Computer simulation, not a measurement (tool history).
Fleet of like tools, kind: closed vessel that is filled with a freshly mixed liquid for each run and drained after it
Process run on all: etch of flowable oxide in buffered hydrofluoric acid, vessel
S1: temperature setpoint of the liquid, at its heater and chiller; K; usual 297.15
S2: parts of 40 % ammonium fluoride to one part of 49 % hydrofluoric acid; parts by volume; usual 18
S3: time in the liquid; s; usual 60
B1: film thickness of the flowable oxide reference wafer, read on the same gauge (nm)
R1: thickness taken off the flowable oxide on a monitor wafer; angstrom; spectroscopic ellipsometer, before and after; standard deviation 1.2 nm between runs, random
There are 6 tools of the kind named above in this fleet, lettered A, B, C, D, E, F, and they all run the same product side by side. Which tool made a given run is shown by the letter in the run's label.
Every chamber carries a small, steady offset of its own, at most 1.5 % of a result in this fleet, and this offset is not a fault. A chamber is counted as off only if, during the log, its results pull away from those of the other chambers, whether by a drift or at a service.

Run 1F, hour 5.5: usual settings; B1 60.008. Result: R1 1452.9 angstrom.
Run 2A, hour 9.8: usual settings; B1 59.999. Result: R1 1446.1 angstrom.
Run 3C, hour 14.3: usual settings; B1 60. Result: R1 1437.1 angstrom.
Run 4D, hour 19.8: usual settings; B1 59.999. Result: R1 1444.4 angstrom.
Run 5B, hour 23.1: usual settings; B1 59.991. Result: R1 1453.5 angstrom.
Run 6E, hour 28.6: usual settings; B1 60.006. Result: R1 1461 angstrom.
Run 7A, hour 31.4: usual settings; B1 60.009. Result: R1 1461.8 angstrom.
Run 8C, hour 37: usual settings; B1 60.018. Result: R1 1422.7 angstrom.
Run 9B, hour 41: usual settings; B1 59.996. Result: R1 1458.8 angstrom.
Run 10D, hour 45.1: usual settings; B1 60.003. Result: R1 1433 angstrom.
Run 11F, hour 49.3: usual settings; B1 59.993. Result: R1 1476.8 angstrom.
Run 12E, hour 55.1: usual settings; B1 59.997. Result: R1 1445.6 angstrom.
Run 13F, hour 59: usual settings; B1 60.009. Result: R1 1453.8 angstrom.
Run 14E, hour 61.9: usual settings; B1 60.005. Result: R1 1450.2 angstrom.
Run 15C, hour 66: usual settings; B1 59.989. Result: R1 1431.9 angstrom.
Run 16A, hour 70.8: usual settings; B1 60.003. Result: R1 1449.4 angstrom.
Run 17B, hour 76.6: usual settings; B1 59.999. Result: R1 1440 angstrom.
Run 18D, hour 81.8: usual settings; B1 60.005. Result: R1 1445.4 angstrom.
Run 19E, hour 86.9: usual settings; B1 59.988. Result: R1 1460.3 angstrom.
Run 20C, hour 92.4: usual settings; B1 60.006. Result: R1 1428.1 angstrom.
Run 21F, hour 95.9: usual settings; B1 60.004. Result: R1 1397.2 angstrom.
Run 22A, hour 100.9: usual settings; B1 60.001. Result: R1 1440.7 angstrom.
Run 23B, hour 106.7: usual settings; B1 59.994. Result: R1 1469.7 angstrom.
Run 24D, hour 110.3: usual settings; B1 59.99. Result: R1 1430 angstrom.
Run 25D, hour 115.5: usual settings; B1 60.011. Result: R1 1421.6 angstrom.
Run 26B, hour 118.8: usual settings; B1 60.007. Result: R1 1427.1 angstrom.
Run 27F, hour 123.8: usual settings; B1 60.002. Result: R1 1377.7 angstrom.
At hour 127.8: chamber D: thermometer replaced.
Run 28C, hour 129.5: usual settings; B1 59.999. Result: R1 1425 angstrom.
Run 29E, hour 132.6: usual settings; B1 59.99. Result: R1 1454.3 angstrom.
Run 30A, hour 138.1: usual settings but S1 301.65 K; B1 59.998. Result: R1 1851.6 angstrom.
Run 31A, hour 141.2: usual settings but S1 301.65 K; B1 60.027. Result: R1 1818.7 angstrom.
Run 32E, hour 145.1: usual settings but S1 301.65 K; B1 59.996. Result: R1 1843.4 angstrom.
Run 33F, hour 149: usual settings but S1 301.65 K; B1 59.987. Result: R1 1728 angstrom.
At hour 151.7: chamber C: hydrofluoric acid flow meter replaced.
Run 34C, hour 153.2: usual settings but S1 301.65 K; B1 59.985. Result: R1 1817.8 angstrom.
Run 35D, hour 156.5: usual settings but S1 301.65 K; B1 59.994. Result: R1 1856.9 angstrom.
Run 36B, hour 161.1: usual settings; B1 59.995. Result: R1 1441.1 angstrom.
Run 37B, hour 166: usual settings; B1 59.999. Result: R1 1445.2 angstrom.
Run 38A, hour 169.8: usual settings but S2 14.5 parts by volume, S3 90 s; B1 60.003. Result: R1 2691.9 angstrom.
Run 39D, hour 173.7: usual settings but S2 14.5 parts by volume, S3 90 s; B1 59.995. Result: R1 2685.7 angstrom.
Run 40E, hour 178.7: usual settings but S2 14.5 parts by volume, S3 90 s; B1 59.994. Result: R1 2703.2 angstrom.

Does one chamber stand apart from the rest, does the shared gauge drift, or is all well apart from small per-chamber offsets? Give the chamber and the most likely cause, where there is one.

It is chamber F that slowly wanders off from its peers.
Cause: hydrofluoric acid flow below the setpoint (%) = 9.8.
The log might look much the same if the cause were instead: liquid colder than its thermometer reads (K).

Below are 4 candidate recipes for chamber F's next run, each the usual settings with a change, their results shown as question marks. Which of them brings F's results back in line with what the other chambers give on the usual settings?
A result is in line if it is within this distance of the other chambers' mean on the usual settings: R1 43 angstrom
Run 41F-1, hour 182.9: usual settings but S1 298.15 K, S2 16.5 parts by volume. Result: R1 ?.
Run 41F-2, hour 182.9: usual settings but S2 18.5 parts by volume, S3 55 s. Result: R1 ?.
Run 41F-3, hour 182.9: usual settings but S1 297.65 K, S3 65 s. Result: R1 ?.
Run 41F-4, hour 182.9: usual settings but S2 22.5 parts by volume. Result: R1 ?.

Average result of the remaining chambers running the usual settings: R1 1445.2 angstrom
  run      R1
41F-1    1501
41F-2  1173.3
41F-3  1452.9
41F-4  1119.3
The right change is 41F-3: it brings the chamber back within the allowed miss of the others.

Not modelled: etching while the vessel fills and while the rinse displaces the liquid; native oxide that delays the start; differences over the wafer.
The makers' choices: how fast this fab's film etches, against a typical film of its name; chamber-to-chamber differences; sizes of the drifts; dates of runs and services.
